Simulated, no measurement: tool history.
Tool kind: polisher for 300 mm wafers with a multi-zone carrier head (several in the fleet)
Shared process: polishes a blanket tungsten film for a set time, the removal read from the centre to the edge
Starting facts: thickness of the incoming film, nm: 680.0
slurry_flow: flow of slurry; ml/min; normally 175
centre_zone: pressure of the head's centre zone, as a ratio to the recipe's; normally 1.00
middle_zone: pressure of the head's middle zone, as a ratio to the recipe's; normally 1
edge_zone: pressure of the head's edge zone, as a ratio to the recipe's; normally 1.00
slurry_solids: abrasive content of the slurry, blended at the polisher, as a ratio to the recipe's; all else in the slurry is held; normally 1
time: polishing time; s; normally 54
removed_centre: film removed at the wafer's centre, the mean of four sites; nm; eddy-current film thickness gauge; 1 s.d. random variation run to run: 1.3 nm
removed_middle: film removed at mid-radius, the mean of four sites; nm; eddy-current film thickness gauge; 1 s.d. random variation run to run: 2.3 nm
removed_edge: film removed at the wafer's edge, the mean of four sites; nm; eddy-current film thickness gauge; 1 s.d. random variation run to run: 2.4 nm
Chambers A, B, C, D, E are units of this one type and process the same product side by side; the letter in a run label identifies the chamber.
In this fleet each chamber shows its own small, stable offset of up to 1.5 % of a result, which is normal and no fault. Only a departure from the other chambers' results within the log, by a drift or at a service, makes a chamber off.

| run | hour | slurry_flow | centre_zone | middle_zone | edge_zone | slurry_solids | time | wafers polished on this pad | hours since the slurry nozzle was cleaned | hours since the centre zone pressure was calibrated | hours since the edge zone pressure was calibrated | removed_centre | removed_middle | removed_edge |
|---|---|---|---|---|---|---|---|---|---|---|---|---|---|---|
|  | 3.8 | chamber D: worn pad replaced by a new one |
|  | 5.7 | chamber A: worn pad replaced by a new one |
| 1D | 5.7 | 175 | 1.00 | 1 | 1.00 | 1 | 54 | 19 | 379.4 | 272.0 | 30.4 | 188.17 | 192.34 | 188.43 |
| 2A | 9.0 | 175 | 1.00 | 1 | 1.00 | 1 | 54 | 33 | 205.8 | 298.8 | 976.7 | 191.34 | 187.24 | 189.68 |
| 3C | 12.6 | 175 | 1.00 | 1 | 1.00 | 1 | 54 | 418 | 174.4 | 21.7 | 1310.0 | 190.76 | 188.21 | 193.01 |
| 4E | 16.4 | 175 | 1.00 | 1 | 1.00 | 1 | 54 | 183 | 59.1 | 1007.4 | 74.3 | 189.32 | 191.42 | 189.29 |
| 5B | 20.1 | 175 | 1.00 | 1 | 1.00 | 1 | 54 | 326 | 649.8 | 107.5 | 281.9 | 191.69 | 187.65 | 192.84 |
| 6B | 23.2 | 175 | 1.00 | 1 | 1.00 | 1 | 54 | 358 | 652.9 | 110.6 | 285.0 | 194.54 | 185.79 | 191.39 |
|  | 27.1 | chamber A: edge zone pressure recalibrated |
| 7C | 27.7 | 175 | 1.00 | 1 | 1.00 | 1 | 54 | 570 | 189.5 | 36.8 | 1325.1 | 187.43 | 187.13 | 191.59 |
| 8A | 30.9 | 175 | 1.00 | 1 | 1.00 | 1 | 54 | 254 | 227.7 | 320.7 | 3.8 | 191.69 | 188.47 | 191.80 |
| 9E | 36.3 | 175 | 1.00 | 1 | 1.00 | 1 | 54 | 384 | 79.0 | 1027.3 | 94.2 | 189.29 | 190.86 | 186.72 |
| 10D | 42.3 | 175 | 1.00 | 1 | 1.00 | 1 | 54 | 388 | 416.0 | 308.6 | 67.0 | 188.79 | 186.22 | 189.90 |
| 11C | 48.0 | 175 | 1.00 | 1 | 1.00 | 1 | 54 | 775 | 209.8 | 57.1 | 1345.4 | 190.09 | 189.29 | 189.54 |
|  | 50.1 | chamber E: centre zone pressure recalibrated |
| 12B | 52.3 | 125 | 1.00 | 1 | 1.00 | 1 | 54 | 651 | 682.0 | 139.7 | 314.1 | 175.67 | 175.37 | 185.12 |
| 13D | 58.0 | 125 | 1.00 | 1 | 1.00 | 1 | 54 | 547 | 431.7 | 324.3 | 82.7 | 175.83 | 179.19 | 181.74 |
|  | 62.8 | chamber D: worn pad replaced by a new one |
| 14E | 63.5 | 125 | 1.00 | 1 | 1.00 | 1 | 54 | 659 | 106.2 | 13.5 | 121.4 | 160.49 | 179.20 | 180.92 |
| 15A | 67.5 | 125 | 1.00 | 1 | 1.00 | 1 | 54 | 623 | 264.3 | 357.3 | 40.4 | 176.44 | 175.40 | 180.84 |
|  | 68.2 | chamber A: slurry nozzle cleaned |
|  | 72.3 | chamber B: edge zone pressure recalibrated |
| 16D | 73.5 | 125 | 1.00 | 1 | 1.00 | 1 | 54 | 108 | 447.2 | 339.8 | 98.2 | 175.38 | 179.22 | 183.08 |
|  | 74.9 | chamber E: worn pad replaced by a new one |
| 17E | 77.8 | 175 | 1.00 | 1 | 1.00 | 1 | 54 | 29 | 120.5 | 27.8 | 135.7 | 171.09 | 188.17 | 189.26 |
| 18C | 81.5 | 175 | 1.00 | 1 | 1.00 | 1 | 54 | 1113 | 243.3 | 90.6 | 1378.9 | 185.81 | 188.98 | 186.61 |
|  | 81.7 | chamber C: worn pad replaced by a new one |
| 19B | 85.3 | 175 | 1.00 | 1 | 1.00 | 1 | 54 | 984 | 715.0 | 172.7 | 13.0 | 190.70 | 189.41 | 190.81 |
| 20A | 90.7 | 175 | 1.00 | 1 | 1.00 | 1 | 54 | 857 | 22.6 | 380.5 | 63.6 | 189.21 | 184.35 | 190.90 |
| 21E | 93.9 | 145 | 1.00 | 1 | 1.00 | 1 | 54 | 192 | 136.6 | 43.9 | 151.8 | 165.68 | 181.45 | 188.18 |
| 22B | 98.9 | 145 | 1.00 | 1 | 1.00 | 1 | 54 | 1121 | 728.6 | 186.3 | 26.6 | 183.99 | 179.61 | 185.92 |
| 23C | 102.4 | 145 | 1.00 | 1 | 1.00 | 1 | 54 | 209 | 264.2 | 111.5 | 1399.8 | 180.66 | 184.02 | 186.51 |
|  | 104.8 | chamber A: worn pad replaced by a new one |
| 24A | 108.4 | 145 | 1.00 | 1 | 1.00 | 1 | 54 | 36 | 40.3 | 398.2 | 81.3 | 182.74 | 182.90 | 186.88 |
|  | 109.4 | chamber B: slurry nozzle cleaned |
| 25D | 112.8 | 145 | 1.00 | 1 | 1.00 | 1 | 54 | 505 | 486.5 | 379.1 | 137.5 | 184.59 | 184.54 | 185.78 |
| 26A | 117.1 | 175 | 0.96 | 1 | 1.00 | 1 | 61 | 124 | 49.0 | 406.9 | 90.0 | 205.67 | 213.60 | 213.49 |
| 27D | 121.8 | 175 | 0.96 | 1 | 1.00 | 1 | 61 | 596 | 495.5 | 388.1 | 146.5 | 206.39 | 213.73 | 217.44 |
| 28C | 126.0 | 175 | 0.96 | 1 | 1.00 | 1 | 61 | 447 | 287.8 | 135.1 | 1423.4 | 202.96 | 212.88 | 212.81 |
| 29B | 129.4 | 175 | 0.96 | 1 | 1.00 | 1 | 61 | 1429 | 20.1 | 216.8 | 57.1 | 205.63 | 210.14 | 212.51 |
| 30E | 134.9 | 175 | 0.96 | 1 | 1.00 | 1 | 61 | 605 | 177.6 | 84.9 | 192.8 | 185.48 | 210.54 | 212.62 |
| 31D | 138.4 | 175 | 1.00 | 1 | 1.00 | 1 | 54 | 763 | 512.1 | 404.7 | 163.1 | 189.13 | 189.65 | 192.18 |
|  | 142.3 | chamber D: worn pad replaced by a new one |
| 32E | 143.5 | 175 | 1.00 | 1 | 1.00 | 1 | 54 | 692 | 186.2 | 93.5 | 201.4 | 171.97 | 191.15 | 191.05 |
|  | 148.7 | chamber B: worn pad replaced by a new one |
| 33C | 148.8 | 175 | 1.00 | 1 | 1.00 | 1 | 54 | 677 | 310.6 | 157.9 | 1446.2 | 187.95 | 190.97 | 187.46 |
| 34A | 152.0 | 175 | 1.00 | 1 | 0.90 | 1 | 47 | 476 | 83.9 | 441.8 | 124.9 | 166.74 | 164.49 | 155.42 |
| 35B | 154.8 | 175 | 1.00 | 1 | 0.90 | 1 | 47 | 62 | 45.5 | 242.2 | 82.5 | 167.14 | 165.11 | 155.58 |
| 36D | 158.8 | 175 | 1.00 | 1 | 0.90 | 1 | 47 | 167 | 532.5 | 425.1 | 183.5 | 163.75 | 160.80 | 158.78 |

Is one chamber out of step, is the gauge drifting, or do the chambers differ by no more than their own small offsets? For an off chamber, give its letter and the likeliest cause.

The work done on chamber E during a service left it standing apart from the others.
What lies behind it: centre zone's pressure below its setpoint, % = 8.44.

Here are 4 candidates for chamber E's next run, each the usual settings with a change, their results left as question marks. Which one brings its results back in line with what the others give on the usual settings?
In line here means within this much of the mean the other chambers give on the usual settings: removed_centre 4.70 nm; removed_middle 7.90 nm; removed_edge 8.30 nm
| 37E-1 | 163.4 | 170 | 0.93 | 1.02 | 1.02 | 1 | 53 |  |  |  |  | ? | ? | ? |
| 37E-2 | 163.4 | 185 | 1.14 | 0.96 | 0.96 | 1 | 55 |  |  |  |  | ? | ? | ? |
| 37E-3 | 163.4 | 165 | 0.87 | 1.04 | 1.04 | 1 | 53 |  |  |  |  | ? | ? | ? |
| 37E-4 | 163.4 | 180 | 1.07 | 0.98 | 0.98 | 1 | 55 |  |  |  |  | ? | ? | ? |

The other chambers' mean on the usual settings: removed_centre 189.82 nm; removed_middle 188.63 nm; removed_edge 190.41 nm
| run | removed_centre | removed_middle | removed_edge |
|---|---|---|---|
| 37E-1 | 155.27 | 189.22 | 187.80 |
| 37E-2 | 204.40 | 187.92 | 190.86 |
| 37E-3 | 143.38 | 191.77 | 189.00 |
| 37E-4 | 189.89 | 190.81 | 192.25 |
The answer is 37E-4, which returns the chamber to within the allowed miss of the others.
